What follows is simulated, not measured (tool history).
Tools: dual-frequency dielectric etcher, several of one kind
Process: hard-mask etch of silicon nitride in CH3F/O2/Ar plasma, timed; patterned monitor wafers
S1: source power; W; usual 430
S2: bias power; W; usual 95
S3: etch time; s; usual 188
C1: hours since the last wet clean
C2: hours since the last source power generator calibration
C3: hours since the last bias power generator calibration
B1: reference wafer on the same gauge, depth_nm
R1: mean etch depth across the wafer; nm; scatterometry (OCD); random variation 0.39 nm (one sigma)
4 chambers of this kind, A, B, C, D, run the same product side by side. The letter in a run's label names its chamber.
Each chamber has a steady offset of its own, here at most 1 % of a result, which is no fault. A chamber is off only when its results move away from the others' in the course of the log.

run,day,S1,S2,S3,C1,C2,C3,B1,R1
1D,0.233,430,95,188,91.1,1587.6,1723.7,131,149.64
2B,0.471,430,95,188,317.7,1845.9,43.4,130.99,148.74
3A,0.871,430,95,188,310.4,1848.5,316.8,130.97,149.64
4C,1.104,430,95,188,145.1,2230.5,1200.6,131,148.52
5A,1.371,430,95,188,322.4,1860.5,328.8,130.94,149.43
6D,1.583,430,95,188,123.5,1620,1756.1,131.06,149.68
7B,1.821,430,95,188,350.1,1878.3,75.8,131.04,148.57
8C,2.2,430,95,188,171.4,2256.8,1226.9,131,147.71
9D,2.5,430,95,188,145.5,1642,1778.1,130.98,149.94
10C,2.742,430,95,188,184.4,2269.8,1239.9,131,148.65
# day 2.812: chamber B: wet clean of the chamber
11A,3.138,430,95,188,364.8,1902.9,371.2,130.97,149.27
12B,3.533,430,95,188,17.3,1919.4,116.9,131.02,148.5
13C,3.792,430,95,188,209.6,2295,1265.1,131.04,148.11
14B,4.225,430,95,188,33.9,1936,133.5,131.02,148.4
15A,4.696,430,95,188,402.2,1940.3,408.6,130.97,149.56
# day 4.988: chamber C: source power generator calibrated
16D,5.121,530,95,188,208.4,1704.9,1841,130.94,162.32
17B,5.6,530,95,188,66.9,1969,166.5,130.97,160.09
18C,6.021,530,95,188,263.1,24.9,1318.6,131.01,159.59
19D,6.338,530,95,188,237.6,1734.1,1870.2,131.05,163.05
20A,6.825,430,95,188,453.3,1991.4,459.7,131.02,148.77
21C,7.296,430,95,188,293.7,55.5,1349.2,131.02,147.74
22B,7.629,430,95,188,115.6,2017.7,215.2,131,148.88
23D,8.025,430,95,188,278.1,1774.6,1910.7,130.99,151.07
24A,8.412,430,95,188,491.4,2029.5,497.8,130.92,148.91
25B,8.854,430,95,188,145,2047.1,244.6,130.94,147.88
26C,9.312,430,95,188,342.1,103.9,1397.6,130.99,147.82
27A,9.708,430,95,188,522.5,2060.6,528.9,131.03,148.85
28D,10.108,430,95,188,328.1,1824.6,1960.7,131.05,151.62
29C,10.392,430,95,188,368,129.8,1423.5,130.99,147.76
30D,10.762,430,95,188,343.8,1840.3,1976.4,131.01,150.86
31A,11.038,430,95,188,554.4,2092.5,560.8,130.98,150.05
# day 11.146: chamber A: wet clean of the chamber
32B,11.417,430,95,188,206.5,2108.6,306.1,131.02,148.01
33A,11.892,430,95,188,17.9,2113,581.3,130.93,149.12
34D,12.258,430,95,188,379.7,1876.2,2012.3,130.98,151.41
35B,12.512,430,95,188,232.8,2134.9,332.4,130.96,148.2
36C,12.738,430,104,227,424.3,186.1,1479.8,130.94,184.27
37A,13.042,430,104,227,45.5,2140.6,608.9,130.99,185.6
38B,13.438,430,104,227,255,2157.1,354.6,131.03,185.15
39D,13.842,430,104,227,417.7,1914.2,2050.3,130.93,188.91
40C,14.296,430,95,188,461.7,223.5,1517.2,130.98,147.67
41D,14.712,430,95,188,438.6,1935.1,2071.2,130.98,152.05

Next, every chamber runs the same settings. What will each give?
42A,15.062,430,95,137,,,,,?
42B,15.062,430,95,137,,,,,?
42C,15.062,430,95,137,,,,,?
42D,15.062,430,95,137,,,,,?

run,R1
42A,108.55
42B,108.17
42C,107.42
42D,110.49
